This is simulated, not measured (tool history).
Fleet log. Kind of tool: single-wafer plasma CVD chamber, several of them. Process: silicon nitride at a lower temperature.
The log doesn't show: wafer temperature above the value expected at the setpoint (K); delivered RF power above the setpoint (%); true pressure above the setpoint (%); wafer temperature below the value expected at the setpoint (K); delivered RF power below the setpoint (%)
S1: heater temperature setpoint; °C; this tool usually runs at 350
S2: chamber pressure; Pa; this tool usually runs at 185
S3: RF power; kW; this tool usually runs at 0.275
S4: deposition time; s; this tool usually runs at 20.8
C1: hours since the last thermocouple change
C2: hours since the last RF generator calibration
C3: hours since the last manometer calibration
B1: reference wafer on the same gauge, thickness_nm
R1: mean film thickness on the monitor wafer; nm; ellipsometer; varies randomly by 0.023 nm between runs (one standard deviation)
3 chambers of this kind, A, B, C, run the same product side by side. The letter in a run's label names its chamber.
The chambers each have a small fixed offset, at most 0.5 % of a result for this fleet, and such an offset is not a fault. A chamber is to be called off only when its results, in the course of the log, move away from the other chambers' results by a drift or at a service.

run	hour	S1	S2	S3	S4	C1	C2	C3	B1	R1
1C	4.8	350	185	0.275	20.8	35.5	499.7	1345.9	22.1	22.168
2B	10.2	350	185	0.275	20.8	1946.4	264.3	1773	22.102	22.217
3A	17	350	185	0.275	20.8	504.2	938.8	2206.7	22.111	22.065
4B	28.1	350	185	0.275	20.8	1964.3	282.2	1790.9	22.121	22.24
5A	36.6	350	185	0.275	20.8	523.8	958.4	2226.3	22.118	22.117
6C	44.4	350	185	0.275	20.8	75.1	539.3	1385.5	22.126	22.206
7C	54.6	350	185	0.275	20.8	85.3	549.5	1395.7	22.126	22.231
8B	61.3	350	185	0.275	20.8	1997.5	315.4	1824.1	22.133	22.263
9A	69.3	350	185	0.275	20.8	556.5	991.1	2259	22.139	22.106
10B	77	340	185	0.275	17.3	2013.2	331.1	1839.8	22.145	18.619
11A	84.5	340	185	0.275	17.3	571.7	1006.3	2274.2	22.146	18.431
12C	90.7	340	185	0.275	17.3	121.4	585.6	1431.8	22.161	18.563
13A	96.3	350	185	0.275	20.8	583.5	1018.1	2286	22.154	22.14
14C	101.5	350	213	0.275	22.7	132.2	596.4	1442.6	22.158	25.234
# hour 111: chamber A: RF generator calibrated
15B	111.4	350	213	0.275	22.7	2047.6	365.5	1874.2	22.16	25.331
16C	117.7	350	213	0.275	22.7	148.4	612.6	1458.8	22.167	25.244
17A	126.7	350	185	0.275	20.8	613.9	15.8	2316.4	22.173	22.153
18B	134.8	350	185	0.275	20.8	2071	388.9	1897.6	22.18	22.28
19C	143.3	350	219	0.275	24.1	174	638.2	1484.4	22.184	27.035
20A	148.4	350	219	0.275	24.1	635.6	37.5	2338.1	22.183	26.845
21B	157.4	350	219	0.275	24.1	2093.6	411.5	1920.2	22.191	27.056

All chambers now run identical settings, listed one chamber a line with results as question marks. What results will each chamber show?
22A	165.4	350	185	0.275	20.8					?
22B	165.4	350	185	0.275	20.8					?
22C	165.4	350	185	0.275	20.8					?

run	R1
22A	22.178
22B	22.29
22C	22.288
